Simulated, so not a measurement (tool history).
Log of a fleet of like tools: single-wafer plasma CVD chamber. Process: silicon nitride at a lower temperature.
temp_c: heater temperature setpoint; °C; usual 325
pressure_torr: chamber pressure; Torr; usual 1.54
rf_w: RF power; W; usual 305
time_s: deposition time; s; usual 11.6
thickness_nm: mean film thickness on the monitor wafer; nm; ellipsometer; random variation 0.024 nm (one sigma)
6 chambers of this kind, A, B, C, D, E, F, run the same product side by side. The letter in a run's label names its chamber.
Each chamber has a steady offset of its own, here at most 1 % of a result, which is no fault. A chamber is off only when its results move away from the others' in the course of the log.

run	hour	temp_c	pressure_torr	rf_w	time_s	hours since the last thermocouple change	hours since the last RF generator calibration	hours since the last manometer calibration	read-back reference wafer on the same gauge, thickness_nm	thickness_nm
1D	10.8	325	1.54	305	11.6	1373.5	56.5	843.3	13.601	13.845
2A	17	325	1.54	305	11.6	1304.9	2000.9	400.7	13.608	13.756
# hour 18.2: chamber A: thermocouple changed; heater temperature recalibrated
3B	30.6	325	1.54	305	11.6	1380.9	948.2	293.5	13.608	13.784
4F	43.3	325	1.54	305	11.6	446.7	921.2	435.5	13.606	13.788
5C	50.1	325	1.54	305	11.6	519.7	530.7	204.4	13.614	13.731
6E	56.9	325	1.54	305	11.6	1607.2	802	155.4	13.622	13.807
7B	65.1	325	1.54	305	11.6	1415.4	982.7	328	13.618	13.747
8C	73.4	325	1.54	305	10.5	543	554	227.7	13.609	12.429
9D	83.5	325	1.54	305	10.5	1446.2	129.2	916	13.616	12.57
10F	92.5	325	1.54	305	10.5	495.9	970.4	484.7	13.625	12.514
11A	103.5	325	1.54	305	10.5	85.3	2087.4	487.2	13.624	12.448
# hour 115.3: chamber A: RF generator calibrated
12E	115.7	325	1.54	305	10.5	1666	860.8	214.2	13.63	12.489
13C	128.6	325	1.54	305	10.5	598.2	609.2	282.9	13.631	12.439
14E	135.4	325	1.54	305	9.9	1685.7	880.5	233.9	13.627	11.792
15D	148.6	325	1.54	305	9.9	1511.3	194.3	981.1	13.63	11.872
16F	157.5	325	1.54	305	9.9	560.9	1035.4	549.7	13.638	11.766
17A	170.8	325	1.54	305	9.9	152.6	55.6	554.5	13.642	11.734
18B	184.4	325	1.54	305	9.9	1534.7	1102	447.3	13.636	11.768
19C	194.7	325	1.54	305	9.9	664.3	675.3	349	13.645	11.717
# hour 204.4: chamber B: thermocouple changed; heater temperature recalibrated
20F	205.8	325	1.54	305	11.6	609.2	1083.7	598	13.648	13.809
21A	218.2	325	1.54	305	11.6	200	103	601.9	13.646	13.727
22D	224.9	325	1.54	305	11.6	1587.6	270.6	1057.4	13.644	13.895
23E	236.3	325	1.35	305	12.7	1786.6	981.4	334.8	13.645	14.61
24B	246.6	325	1.35	305	12.7	42.3	1164.2	509.5	13.654	14.536
25F	255.5	325	1.35	305	12.7	658.9	1133.4	647.7	13.655	14.511
26B	268.6	325	1.35	305	12.7	64.3	1186.2	531.5	13.661	14.576
27A	279.5	325	1.35	305	12.7	261.3	164.3	663.2	13.659	14.535
28C	288.5	325	1.35	305	12.7	758.1	769.1	442.8	13.666	14.541
29E	302.1	325	1.54	305	11.6	1852.4	1047.2	400.6	13.669	13.83
30D	314.1	325	1.54	305	10.1	1676.8	359.8	1146.6	13.67	12.087
31C	326.6	325	1.54	305	10.1	796.2	807.2	480.9	13.675	11.998
32B	335.6	325	1.54	305	10.1	131.3	1253.2	598.5	13.676	12.072
33A	343.4	325	1.54	305	10.1	325.2	228.2	727.1	13.668	12.015
34F	353.5	325	1.54	305	10.1	756.9	1231.4	745.7	13.675	12.049
35D	361.4	325	1.54	305	10.1	1724.1	407.1	1193.9	13.676	12.106
36E	369.3	325	1.54	335	11.6	1919.6	1114.4	467.8	13.679	14.749
# hour 378.8: chamber F: RF generator calibrated
37C	381.4	325	1.54	335	11.6	851	862	535.7	13.682	14.669
38F	389.6	325	1.54	335	11.6	793	10.8	781.8	13.685	14.765
39E	400.5	325	1.54	335	11.6	1950.8	1145.6	499	13.695	14.747
40B	410	325	1.54	335	11.6	205.7	1327.6	672.9	13.684	14.727
41A	417.7	325	1.54	335	11.6	399.5	302.5	801.4	13.69	14.679
42D	429.9	325	1.54	305	11.6	1792.6	475.6	1262.4	13.695	13.946
43D	438.9	325	1.54	305	11.6	1801.6	484.6	1271.4	13.698	13.931

All 6 chambers run these settings next. Forecast each chamber's results:
44A	449.1	325	1.18	305	11.6					?
44B	449.1	325	1.18	305	11.6					?
44C	449.1	325	1.18	305	11.6					?
44D	449.1	325	1.18	305	11.6					?
44E	449.1	325	1.18	305	11.6					?
44F	449.1	325	1.18	305	11.6					?

run	thickness_nm
44A	12.812
44B	12.855
44C	12.779
44D	12.912
44E	12.861
44F	12.786

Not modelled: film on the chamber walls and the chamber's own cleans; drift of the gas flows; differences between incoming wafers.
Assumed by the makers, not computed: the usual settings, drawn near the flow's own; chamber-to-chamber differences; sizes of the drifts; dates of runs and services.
